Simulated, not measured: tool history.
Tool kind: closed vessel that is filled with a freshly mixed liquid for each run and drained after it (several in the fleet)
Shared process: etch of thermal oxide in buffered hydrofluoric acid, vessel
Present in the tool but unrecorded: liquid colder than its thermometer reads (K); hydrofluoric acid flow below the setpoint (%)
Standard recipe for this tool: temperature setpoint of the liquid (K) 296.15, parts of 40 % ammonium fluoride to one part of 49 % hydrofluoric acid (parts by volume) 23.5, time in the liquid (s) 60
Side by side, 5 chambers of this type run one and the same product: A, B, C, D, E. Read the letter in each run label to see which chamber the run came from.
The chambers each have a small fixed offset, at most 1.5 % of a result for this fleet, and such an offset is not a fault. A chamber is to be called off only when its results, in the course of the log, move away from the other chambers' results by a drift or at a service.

run    day  temperature setpoint of the liquid (K)  parts of 40 % ammonium fluoride to one part of 49 % hydrofluoric acid (parts by volume)  time in the liquid (s)  hours since the thermometer was replaced  hours since the hydrofluoric acid flow meter was replaced  read-back film thickness of the thermal oxide reference wafer, read on the same gauge (nm)  thickness taken off the thermal oxide on a monitor wafer (Å)
 1D  0.150                                  296.15                                                                                     23.5                      60                                     793.1                                                      833.4                                                                                      80.007                                                        293.12
 2E  0.321                                  296.15                                                                                     23.5                      60                                      96.5                                                      511.1                                                                                      80.000                                                        290.69
 3B  0.454                                  296.15                                                                                     23.5                      60                                    1416.1                                                      348.0                                                                                      79.992                                                        292.62
 4A  0.596                                  296.15                                                                                     23.5                      60                                     588.0                                                      503.4                                                                                      80.037                                                        288.58
 5C  0.879                                  296.15                                                                                     23.5                      60                                     733.4                                                      633.5                                                                                      79.963                                                        293.77
 6E  1.033                                  296.15                                                                                     23.5                      60                                     113.6                                                      528.2                                                                                      80.009                                                        292.00
 7D  1.254                                  296.15                                                                                     23.5                      60                                     819.6                                                      859.9                                                                                      79.999                                                        293.77
 8B  1.400                                  296.15                                                                                     23.5                      60                                    1438.8                                                      370.7                                                                                      80.013                                                        293.71
 9C  1.575                                  296.15                                                                                     23.5                      60                                     750.1                                                      650.2                                                                                      79.996                                                        291.38
10A  1.762                                  296.15                                                                                     23.5                      60                                     616.0                                                      531.4                                                                                      80.030                                                        290.78
11E  1.967                                  296.15                                                                                     23.5                      60                                     136.0                                                      550.6                                                                                      80.022                                                        290.53
12A  2.100                                  296.15                                                                                     23.5                      60                                     624.1                                                      539.5                                                                                      79.995                                                        290.70
13D  2.288                                  294.15                                                                                     30.0                      60                                     844.4                                                      884.7                                                                                      79.983                                                        222.63
14C  2.562                                  294.15                                                                                     30.0                      60                                     773.8                                                      673.9                                                                                      79.993                                                        219.73
15B  2.783                                  294.15                                                                                     30.0                      60                                    1472.0                                                      403.9                                                                                      80.010                                                        220.99
16B  2.925                                  294.15                                                                                     30.0                      60                                    1475.4                                                      407.3                                                                                      80.001                                                        221.36
     3.054  -- chamber E: hydrofluoric acid flow meter replaced
17E  3.100                                  294.15                                                                                     30.0                      60                                     163.2                                                        1.1                                                                                      79.985                                                        220.87
18C  3.258                                  296.15                                                                                     23.5                      60                                     790.5                                                      690.6                                                                                      79.988                                                        293.18
19A  3.458                                  296.15                                                                                     23.5                      60                                     656.7                                                      572.1                                                                                      80.018                                                        290.31
20D  3.600                                  296.15                                                                                     23.5                      85                                     875.9                                                      916.2                                                                                      79.983                                                        418.97
21D  3.888                                  296.15                                                                                     23.5                      85                                     882.8                                                      923.1                                                                                      79.967                                                        414.07
22A  4.075                                  296.15                                                                                     23.5                      85                                     671.5                                                      586.9                                                                                      80.022                                                        403.32
23C  4.279                                  296.15                                                                                     23.5                      85                                     815.0                                                      715.1                                                                                      79.980                                                        412.01
24E  4.433                                  296.15                                                                                     23.5                      85                                     195.2                                                       33.1                                                                                      79.999                                                        412.42
25B  4.567                                  296.15                                                                                     23.5                      60                                    1514.8                                                      446.7                                                                                      80.011                                                        294.63
26A  4.812                                  296.15                                                                                     23.5                      60                                     689.2                                                      604.6                                                                                      79.976                                                        285.64
27C  5.033                                  300.15                                                                                     23.5                      60                                     833.1                                                      733.2                                                                                      79.999                                                        363.68
28D  5.271                                  300.15                                                                                     23.5                      60                                     916.0                                                      956.3                                                                                      79.997                                                        363.90
29E  5.475                                  300.15                                                                                     23.5                      60                                     220.2                                                       58.1                                                                                      80.009                                                        364.69
30B  5.683                                  300.15                                                                                     23.5                      60                                    1541.6                                                      473.5                                                                                      79.990                                                        368.76
31E  5.871                                  300.15                                                                                     23.5                      60                                     229.7                                                       67.6                                                                                      80.016                                                        364.53
32C  6.104                                  296.15                                                                                     23.5                      60                                     858.8                                                      758.9                                                                                      79.995                                                        293.09
33B  6.267                                  296.15                                                                                     16.5                      80                                    1555.6                                                      487.5                                                                                      79.981                                                        536.26
34D  6.462                                  296.15                                                                                     16.5                      80                                     944.6                                                      984.9                                                                                      80.014                                                        533.51
35A  6.746                                  296.15                                                                                     16.5                      80                                     735.6                                                      651.0                                                                                      80.006                                                        498.34
36E  6.896                                  296.15                                                                                     16.5                      80                                     254.3                                                       92.2                                                                                      80.006                                                        521.04
     7.000  -- chamber C: thermometer replaced
37B  7.038                                  296.15                                                                                     16.5                      80                                    1574.1                                                      506.0                                                                                      79.985                                                        535.82
     7.208  -- chamber A: thermometer replaced
38C  7.242                                  296.15                                                                                     29.0                      45                                       5.9                                                      786.2                                                                                      80.010                                                        189.99
39A  7.517                                  296.15                                                                                     29.0                      45                                       7.4                                                      669.5                                                                                      80.002                                                        181.42
40D  7.725                                  296.15                                                                                     29.0                      45                                     974.9                                                     1015.2                                                                                      80.007                                                        190.04
41E  7.988                                  296.15                                                                                     29.0                      45                                     280.5                                                      118.4                                                                                      80.030                                                        188.78
42D  8.242                                  296.15                                                                                     29.0                      45                                     987.3                                                     1027.6                                                                                      79.995                                                        190.90
43B  8.512                                  296.15                                                                                     23.5                      60                                    1609.5                                                      541.4                                                                                      79.986                                                        293.02

Next, every chamber runs the same settings. What will each give?
44A  8.721                                  296.15                                                                                     23.5                      95                                                                                                                                                                                                                                                              ?
44B  8.721                                  296.15                                                                                     23.5                      95                                                                                                                                                                                                                                                              ?
44C  8.721                                  296.15                                                                                     23.5                      95                                                                                                                                                                                                                                                              ?
44D  8.721                                  296.15                                                                                     23.5                      95                                                                                                                                                                                                                                                              ?
44E  8.721                                  296.15                                                                                     23.5                      95                                                                                                                                                                                                                                                              ?

run  thickness taken off the thermal oxide on a monitor wafer (Å)
44A                                                        438.60
44B                                                        464.83
44C                                                        464.35
44D                                                        464.83
44E                                                        458.89
